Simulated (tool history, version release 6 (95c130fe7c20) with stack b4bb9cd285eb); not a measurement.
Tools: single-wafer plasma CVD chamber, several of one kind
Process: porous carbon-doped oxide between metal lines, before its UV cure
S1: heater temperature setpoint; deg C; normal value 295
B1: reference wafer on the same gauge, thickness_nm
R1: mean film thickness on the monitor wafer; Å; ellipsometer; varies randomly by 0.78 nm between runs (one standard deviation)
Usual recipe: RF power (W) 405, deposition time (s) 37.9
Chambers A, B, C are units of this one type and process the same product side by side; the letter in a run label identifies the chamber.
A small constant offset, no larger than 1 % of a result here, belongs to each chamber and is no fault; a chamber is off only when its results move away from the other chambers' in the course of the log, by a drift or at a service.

{"run": "1C", "hour": 2.5, "S1": 295, "RF power (W)": 405, "deposition time (s)": 37.9, "B1": 183.04, "R1": 1794.5}
{"run": "2A", "hour": 6.3, "S1": 295, "RF power (W)": 405, "deposition time (s)": 37.9, "B1": 183.03, "R1": 1787.5}
{"run": "3B", "hour": 10.9, "S1": 295, "RF power (W)": 405, "deposition time (s)": 37.9, "B1": 182.94, "R1": 1787.6}
{"run": "4B", "hour": 13.2, "S1": 295, "RF power (W)": 405, "deposition time (s)": 37.9, "B1": 182.97, "R1": 1785.7}
{"run": "5C", "hour": 15.6, "S1": 295, "RF power (W)": 405, "deposition time (s)": 37.9, "B1": 182.88, "R1": 1813.9}
{"run": "6A", "hour": 18.9, "S1": 290, "RF power (W)": 405, "deposition time (s)": 37.9, "B1": 183.09, "R1": 1838.2}
{"run": "7C", "hour": 21.9, "S1": 290, "RF power (W)": 405, "deposition time (s)": 37.9, "B1": 182.96, "R1": 1866.9}
{"run": "8A", "hour": 24.8, "S1": 290, "RF power (W)": 405, "deposition time (s)": 37.9, "B1": 183.18, "R1": 1859.6}
{"run": "9B", "hour": 27.6, "S1": 295, "RF power (W)": 405, "deposition time (s)": 37.9, "B1": 182.93, "R1": 1785.1}
{"run": "10B", "hour": 32.9, "S1": 295, "RF power (W)": 405, "deposition time (s)": 37.9, "B1": 183.2, "R1": 1800.9}
{"run": "11C", "hour": 38.3, "S1": 295, "RF power (W)": 405, "deposition time (s)": 37.9, "B1": 182.96, "R1": 1803.1}
{"run": "12A", "hour": 41.1, "S1": 295, "RF power (W)": 405, "deposition time (s)": 37.9, "B1": 183.03, "R1": 1801}
{"run": "13C", "hour": 45.3, "S1": 306, "RF power (W)": 370, "deposition time (s)": 37.9, "B1": 183.23, "R1": 1577.1}
{"run": "14B", "hour": 47.7, "S1": 306, "RF power (W)": 370, "deposition time (s)": 37.9, "B1": 182.9, "R1": 1554.5}
{"run": "15A", "hour": 50.7, "S1": 306, "RF power (W)": 370, "deposition time (s)": 37.9, "B1": 183.06, "R1": 1577.1}
{"run": "16B", "hour": 53.4, "S1": 295, "RF power (W)": 405, "deposition time (s)": 37.9, "B1": 182.72, "R1": 1772.6}
{"run": "17A", "hour": 55.8, "S1": 295, "RF power (W)": 405, "deposition time (s)": 37.9, "B1": 182.73, "R1": 1789.1}
{"run": "18C", "hour": 61.0, "S1": 295, "RF power (W)": 405, "deposition time (s)": 37.9, "B1": 182.99, "R1": 1809.7}
{"run": "19B", "hour": 63.6, "S1": 295, "RF power (W)": 405, "deposition time (s)": 37.9, "B1": 183.02, "R1": 1778.2}
{"run": "20C", "hour": 66.8, "S1": 295, "RF power (W)": 405, "deposition time (s)": 35, "B1": 183.08, "R1": 1652.8}
{"run": "21A", "hour": 69.3, "S1": 295, "RF power (W)": 405, "deposition time (s)": 35, "B1": 183.02, "R1": 1649.1}
{"run": "22B", "hour": 73.3, "S1": 295, "RF power (W)": 405, "deposition time (s)": 35, "B1": 183.15, "R1": 1655.6}
{"run": "23A", "hour": 75.7, "S1": 289, "RF power (W)": 405, "deposition time (s)": 42.3, "B1": 182.8, "R1": 2072.3}
{"run": "24C", "hour": 80.7, "S1": 289, "RF power (W)": 405, "deposition time (s)": 42.3, "B1": 183.1, "R1": 2081.7}
{"run": "25C", "hour": 86.1, "S1": 289, "RF power (W)": 405, "deposition time (s)": 42.3, "B1": 183.08, "R1": 2081.2}
{"run": "26B", "hour": 89.0, "S1": 295, "RF power (W)": 405, "deposition time (s)": 37.9, "B1": 182.97, "R1": 1787.2}
{"run": "27A", "hour": 93.1, "S1": 295, "RF power (W)": 405, "deposition time (s)": 37.9, "B1": 183.13, "R1": 1786}
{"run": "28B", "hour": 96.9, "S1": 295, "RF power (W)": 405, "deposition time (s)": 37.9, "B1": 182.99, "R1": 1784.4}
{"run": "29A", "hour": 101.0, "S1": 295, "RF power (W)": 405, "deposition time (s)": 37.9, "B1": 183.14, "R1": 1796.9}
{"run": "30C", "hour": 106.4, "S1": 295, "RF power (W)": 405, "deposition time (s)": 37.9, "B1": 183.02, "R1": 1808.8}
{"run": "31B", "hour": 109.4, "S1": 295, "RF power (W)": 405, "deposition time (s)": 37.9, "B1": 182.99, "R1": 1778.4}
{"run": "32C", "hour": 111.7, "S1": 295, "RF power (W)": 405, "deposition time (s)": 37.9, "B1": 183.07, "R1": 1825.6}
{"run": "33A", "hour": 115.0, "S1": 295, "RF power (W)": 405, "deposition time (s)": 37.9, "B1": 182.95, "R1": 1791.2}
{"run": "34C", "hour": 119.1, "S1": 295, "RF power (W)": 405, "deposition time (s)": 37.9, "B1": 182.97, "R1": 1800.1}
{"run": "35A", "hour": 123.9, "S1": 295, "RF power (W)": 405, "deposition time (s)": 37.9, "B1": 182.89, "R1": 1795.1}
{"run": "36B", "hour": 128.9, "S1": 295, "RF power (W)": 345, "deposition time (s)": 37.9, "B1": 183.07, "R1": 1565.8}
{"run": "37A", "hour": 132.0, "S1": 295, "RF power (W)": 345, "deposition time (s)": 37.9, "B1": 183.07, "R1": 1579.9}
{"run": "38B", "hour": 137.3, "S1": 295, "RF power (W)": 345, "deposition time (s)": 37.9, "B1": 183.25, "R1": 1558.9}
{"run": "39C", "hour": 141.1, "S1": 285, "RF power (W)": 405, "deposition time (s)": 37.9, "B1": 183.06, "R1": 1914.6}
{"run": "40C", "hour": 146.1, "S1": 285, "RF power (W)": 405, "deposition time (s)": 37.9, "B1": 183.04, "R1": 1920.8}
{"run": "41A", "hour": 148.6, "S1": 285, "RF power (W)": 405, "deposition time (s)": 37.9, "B1": 183.09, "R1": 1905.4}
{"run": "42B", "hour": 152.5, "S1": 295, "RF power (W)": 405, "deposition time (s)": 37.9, "B1": 183.08, "R1": 1789.9}

Which is it: a chamber that has drifted or been left off by a service, a gauge drift common to all chambers, or only each chamber's usual small offset? If a chamber is off, name it and its likeliest cause.

No chamber stands off beyond its own small offset, and the gauge holds steady.
